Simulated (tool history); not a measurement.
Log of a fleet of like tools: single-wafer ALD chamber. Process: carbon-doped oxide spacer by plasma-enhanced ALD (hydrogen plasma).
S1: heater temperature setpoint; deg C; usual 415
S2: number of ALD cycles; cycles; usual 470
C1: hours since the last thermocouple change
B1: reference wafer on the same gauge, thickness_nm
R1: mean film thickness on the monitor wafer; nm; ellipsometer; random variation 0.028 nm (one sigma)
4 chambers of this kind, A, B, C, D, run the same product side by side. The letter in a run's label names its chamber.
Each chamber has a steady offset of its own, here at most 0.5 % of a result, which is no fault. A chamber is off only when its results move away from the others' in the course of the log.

run,hour,S1,S2,C1,B1,R1
1A,6.3,415,470,983.7,21.302,22.554
2C,12.8,415,470,1126.2,21.315,22.367
3D,16.6,415,470,583.9,21.305,22.495
4B,21.6,415,470,1800.3,21.316,22.429
5B,26.2,422,553,1804.9,21.315,25.803
6C,32.8,422,553,1146.2,21.323,25.790
7A,39.4,422,553,1016.8,21.318,26.047
8D,44.4,422,553,611.7,21.325,25.932
9B,48.9,415,470,1827.6,21.332,22.488
10A,53.1,415,470,1030.5,21.333,22.625
11D,58.1,415,470,625.4,21.333,22.549
12C,66.1,415,470,1179.5,21.342,22.436
13C,73.4,415,470,1186.8,21.342,22.445
14D,77.3,415,470,644.6,21.340,22.583
15B,82.5,415,470,1861.2,21.345,22.489
16A,90.7,415,470,1068.1,21.352,22.664
17A,99.0,415,470,1076.4,21.357,22.630
18B,107.5,415,470,1886.2,21.357,22.536
19C,111.2,415,470,1224.6,21.361,22.436
20D,115.6,427,532,682.9,21.366,24.650
21A,120.0,427,532,1097.4,21.369,24.659
22C,125.8,427,532,1239.2,21.362,24.452
23B,132.9,427,532,1911.6,21.371,24.565
24D,139.0,410,540,706.3,21.372,26.413
25C,145.1,410,540,1258.5,21.387,26.282
26D,153.0,410,540,720.3,21.390,26.441
27B,161.2,410,540,1939.9,21.387,26.327
28A,165.6,415,470,1143.0,21.390,22.598
29A,173.7,415,470,1151.1,21.393,22.685
30B,179.8,415,470,1958.5,21.399,22.514
31C,183.8,424,507,1297.2,21.406,23.545
32D,188.9,424,507,756.2,21.414,23.654

Next, every chamber runs the same settings. What will each give?
33A,195.0,415,515,,,?
33B,195.0,415,515,,,?
33C,195.0,415,515,,,?
33D,195.0,415,515,,,?

run,R1
33A,24.853
33B,24.760
33C,24.710
33D,24.844
